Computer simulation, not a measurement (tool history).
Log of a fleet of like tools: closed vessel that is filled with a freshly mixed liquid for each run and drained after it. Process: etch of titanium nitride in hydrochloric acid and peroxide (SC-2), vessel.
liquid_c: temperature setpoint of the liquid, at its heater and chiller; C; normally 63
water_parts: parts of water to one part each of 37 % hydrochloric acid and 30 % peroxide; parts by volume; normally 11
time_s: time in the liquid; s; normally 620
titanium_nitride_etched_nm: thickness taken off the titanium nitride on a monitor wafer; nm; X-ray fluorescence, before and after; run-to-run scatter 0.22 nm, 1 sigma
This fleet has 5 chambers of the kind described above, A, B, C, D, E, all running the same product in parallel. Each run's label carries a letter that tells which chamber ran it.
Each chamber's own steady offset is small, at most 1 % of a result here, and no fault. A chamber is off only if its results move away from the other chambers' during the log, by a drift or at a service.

run   hour  liquid_c  water_parts  time_s  hours since the thermometer was replaced  hours since the chemicals flow meter was replaced  hours since the drum of peroxide was connected  read-back film thickness of the titanium nitride reference wafer, read on the same gauge (nm)  titanium_nitride_etched_nm
 1B    5.5        63           11     620                                     130.6                                              360.4                                             103                                                                                         89.993                      24.584
 2E   15.4        63           11     620                                    1223.7                                               32.5                                           895.6                                                                                         89.956                      24.787
 3D   22.2        63           11     620                                     536.7                                              292.3                                            71.9                                                                                         90.002                      24.747
 4A   33.9        63           11     620                                    1613.2                                              344.7                                           957.1                                                                                         90.006                      24.794
 5C   41.7        63           11     620                                     361.7                                              719.1                                           594.2                                                                                         90.005                      24.311
 6D   47.8        63           11     620                                     562.3                                              317.9                                            97.5                                                                                         90.007                      24.726
 7B     59        63           11     620                                     184.1                                              413.9                                           156.5                                                                                         89.996                      24.822
 8E   68.1        63           11     620                                    1276.4                                               85.2                                           948.3                                                                                         90.003                      25.031
 9C   76.6        63           11     620                                     396.6                                                754                                           629.1                                                                                         89.991                      24.477
      80.8  -- chamber B: chemicals flow meter replaced
10A   84.3        63           11     620                                    1663.6                                              395.1                                          1007.5                                                                                         89.992                       24.69
11C     91        63           11     620                                       411                                              768.4                                           643.5                                                                                         90.018                      24.216
12B  100.4        63           11     620                                     225.5                                               19.7                                           197.9                                                                                         90.003                      25.012
13D  107.1        63           11     620                                     621.6                                              377.2                                           156.8                                                                                         89.962                      24.768
14A    115        63           11     620                                    1694.3                                              425.8                                          1038.2                                                                                         90.022                      24.859
15E  120.3        63           11     620                                    1328.6                                              137.4                                          1000.5                                                                                         90.008                      25.208
16B  125.4        63           11     620                                     250.5                                               44.7                                           222.9                                                                                         90.019                      24.559
17D  132.7        63           11     620                                     647.2                                              402.8                                           182.4                                                                                         90.006                      24.537
     136.3  -- chamber A: new drum of peroxide connected
18A  140.5        63           11     620                                    1719.8                                              451.3                                             4.2                                                                                         89.982                      24.655
19C    146        63           11     620                                       466                                              823.4                                           698.5                                                                                         89.995                        24.5
20E  154.8      57.5           14     620                                    1363.1                                              171.9                                            1035                                                                                         90.015                      14.186
21E  165.9      57.5           14     620                                    1374.2                                                183                                          1046.1                                                                                         90.025                      14.034
22D  175.9      57.5           14     620                                     690.4                                                446                                           225.6                                                                                         89.993                      14.271
     180.3  -- chamber A: thermometer replaced
23B  184.2      57.5           14     620                                     309.3                                              103.5                                           281.7                                                                                         89.969                      14.403
24C  195.9      57.5           14     620                                     515.9                                              873.3                                           748.4                                                                                         89.995                      14.038
25A  207.1        63           11     620                                      26.8                                              517.9                                            70.8                                                                                         89.993                       24.84
     207.9  -- chamber E: thermometer replaced
26D  218.7        63           11     620                                     733.2                                              488.8                                           268.4                                                                                         89.994                      24.647
     220.6  -- chamber E: new drum of peroxide connected
27C  224.3        63           11     620                                     544.3                                              901.7                                           776.8                                                                                         90.011                      24.394
28A  231.3        63           11     620                                        51                                              542.1                                              95                                                                                         89.993                      24.664
29E  239.8        63           11     620                                      31.9                                              256.9                                            19.2                                                                                         89.974                       25.04
30B  245.9        63           11     620                                       371                                              165.2                                           343.4                                                                                         90.005                      24.516
31C  253.3        63           11     620                                     573.3                                              930.7                                           805.8                                                                                          90.04                      24.273
32A  262.1        63           11     620                                      81.8                                              572.9                                           125.8                                                                                         90.041                      24.716
33E  267.4        63           11     620                                      59.5                                              284.5                                            46.8                                                                                         89.981                      24.681
34B  278.4      56.5           11     750                                     403.5                                              197.7                                           375.9                                                                                         90.004                      19.763
     289.6  -- chamber C: new drum of peroxide connected
35D  290.1      56.5           11     750                                     804.6                                              560.2                                           339.8                                                                                         90.001                      20.459
36C  296.1      56.5           11     750                                     616.1                                              973.5                                             6.5                                                                                         89.995                      19.819
37B  304.5      56.5           11     750                                     429.6                                              223.8                                             402                                                                                         89.991                      19.454
38E  309.7      56.5           11     750                                     101.8                                              326.8                                            89.1                                                                                         89.992                       19.64
39D  320.6        63           11     620                                     835.1                                              590.7                                           370.3                                                                                         89.998                      24.682
40A  332.5        63           11     620                                     152.2                                              643.3                                           196.2                                                                                         90.027                      24.608
41C  339.9        63           11     620                                     659.9                                             1017.3                                            50.3                                                                                         90.003                       24.68

Has any chamber moved away from the others, gradually or after a service, or does the common gauge drift, or do the chambers differ only by their own small steady offsets? State the chamber and the most likely cause if one applies.

Nothing is wrong: each chamber keeps only its own small, steady offset and the gauge holds still.

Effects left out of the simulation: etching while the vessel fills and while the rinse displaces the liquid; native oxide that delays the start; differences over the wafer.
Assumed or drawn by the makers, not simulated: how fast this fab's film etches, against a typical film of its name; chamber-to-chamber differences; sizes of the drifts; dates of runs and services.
